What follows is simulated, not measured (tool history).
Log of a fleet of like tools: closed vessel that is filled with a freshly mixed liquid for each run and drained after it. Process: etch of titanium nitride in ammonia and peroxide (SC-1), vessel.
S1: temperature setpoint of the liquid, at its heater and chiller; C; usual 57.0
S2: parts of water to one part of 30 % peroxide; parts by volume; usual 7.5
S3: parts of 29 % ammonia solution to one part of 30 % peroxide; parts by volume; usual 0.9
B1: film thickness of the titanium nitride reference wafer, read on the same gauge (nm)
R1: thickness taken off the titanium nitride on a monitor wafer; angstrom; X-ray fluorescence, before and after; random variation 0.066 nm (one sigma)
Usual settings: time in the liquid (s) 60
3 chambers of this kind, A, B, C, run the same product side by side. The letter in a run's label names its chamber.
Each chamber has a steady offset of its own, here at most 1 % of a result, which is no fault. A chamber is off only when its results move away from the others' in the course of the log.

run 1C hour=5.3 | S1=57.0 S2=7.5 S3=0.9 time_in_the_liquid_(s)=60 | B1=99.970 | R1=85.316
run 2B hour=13.0 | S1=57.0 S2=7.5 S3=0.9 time_in_the_liquid_(s)=60 | B1=99.999 | R1=83.802
run 3A hour=17.4 | S1=57.0 S2=7.5 S3=0.9 time_in_the_liquid_(s)=60 | B1=100.000 | R1=85.122
run 4A hour=23.0 | S1=57.0 S2=7.5 S3=0.9 time_in_the_liquid_(s)=60 | B1=100.000 | R1=85.343
run 5C hour=28.7 | S1=57.0 S2=7.5 S3=0.9 time_in_the_liquid_(s)=60 | B1=100.000 | R1=84.094
run 6B hour=36.2 | S1=62.5 S2=7.5 S3=0.9 time_in_the_liquid_(s)=60 | B1=100.000 | R1=120.850
run 7B hour=42.5 | S1=62.5 S2=7.5 S3=0.9 time_in_the_liquid_(s)=60 | B1=99.985 | R1=121.850
run 8C hour=48.2 | S1=62.5 S2=7.5 S3=0.9 time_in_the_liquid_(s)=60 | B1=100.020 | R1=124.410
run 9A hour=53.3 | S1=53.0 S2=7.5 S3=0.9 time_in_the_liquid_(s)=80 | B1=100.010 | R1=87.637
run 10C hour=60.2 | S1=53.0 S2=7.5 S3=0.9 time_in_the_liquid_(s)=80 | B1=100.000 | R1=86.449
run 11B hour=65.8 | S1=53.0 S2=7.5 S3=0.9 time_in_the_liquid_(s)=80 | B1=99.974 | R1=86.488
run 12A hour=70.7 | S1=57.0 S2=7.5 S3=0.9 time_in_the_liquid_(s)=60 | B1=99.993 | R1=86.932
-- hour=73.1 chamber B: ammonia flow meter replaced
run 13B hour=77.2 | S1=57.0 S2=7.5 S3=0.9 time_in_the_liquid_(s)=60 | B1=99.979 | R1=86.015
run 14A hour=83.2 | S1=57.0 S2=7.5 S3=0.9 time_in_the_liquid_(s)=60 | B1=99.959 | R1=86.688
run 15C hour=89.6 | S1=57.0 S2=7.5 S3=0.9 time_in_the_liquid_(s)=60 | B1=99.990 | R1=85.567
run 16A hour=94.5 | S1=57.0 S2=7.5 S3=0.9 time_in_the_liquid_(s)=60 | B1=99.991 | R1=85.386
run 17B hour=101.2 | S1=57.0 S2=7.5 S3=0.9 time_in_the_liquid_(s)=60 | B1=99.980 | R1=85.498
run 18C hour=108.4 | S1=57.0 S2=6.0 S3=0.9 time_in_the_liquid_(s)=60 | B1=99.985 | R1=94.335
run 19C hour=112.6 | S1=57.0 S2=6.0 S3=0.9 time_in_the_liquid_(s)=60 | B1=100.000 | R1=93.624
-- hour=118.5 chamber C: new drum of ammonia solution connected
run 20A hour=119.5 | S1=57.0 S2=6.0 S3=0.9 time_in_the_liquid_(s)=60 | B1=100.020 | R1=97.510
run 21B hour=124.7 | S1=57.0 S2=7.5 S3=0.9 time_in_the_liquid_(s)=60 | B1=99.952 | R1=85.583
run 22C hour=132.9 | S1=57.0 S2=7.5 S3=0.9 time_in_the_liquid_(s)=60 | B1=99.998 | R1=84.840
run 23A hour=140.5 | S1=57.0 S2=7.5 S3=0.9 time_in_the_liquid_(s)=60 | B1=99.996 | R1=89.946
run 24B hour=145.2 | S1=57.0 S2=7.5 S3=0.9 time_in_the_liquid_(s)=60 | B1=99.996 | R1=85.691
run 25C hour=151.6 | S1=57.0 S2=7.5 S3=0.9 time_in_the_liquid_(s)=60 | B1=99.976 | R1=85.301
run 26B hour=158.4 | S1=57.0 S2=7.5 S3=0.9 time_in_the_liquid_(s)=60 | B1=99.996 | R1=86.088
run 27A hour=162.6 | S1=57.0 S2=7.5 S3=0.9 time_in_the_liquid_(s)=60 | B1=100.020 | R1=90.474
run 28C hour=167.2 | S1=57.0 S2=7.5 S3=0.9 time_in_the_liquid_(s)=60 | B1=99.966 | R1=84.430
run 29B hour=170.9 | S1=57.0 S2=10.5 S3=0.9 time_in_the_liquid_(s)=60 | B1=99.985 | R1=73.233

Next, every chamber runs the same settings. What will each give?
run 30A hour=176.9 | S1=57.0 S2=7.5 S3=0.9 time_in_the_liquid_(s)=60 | R1=?
run 30B hour=176.9 | S1=57.0 S2=7.5 S3=0.9 time_in_the_liquid_(s)=60 | R1=?
run 30C hour=176.9 | S1=57.0 S2=7.5 S3=0.9 time_in_the_liquid_(s)=60 | R1=?

run=30A R1=89.933
run=30B R1=85.480
run=30C R1=84.775
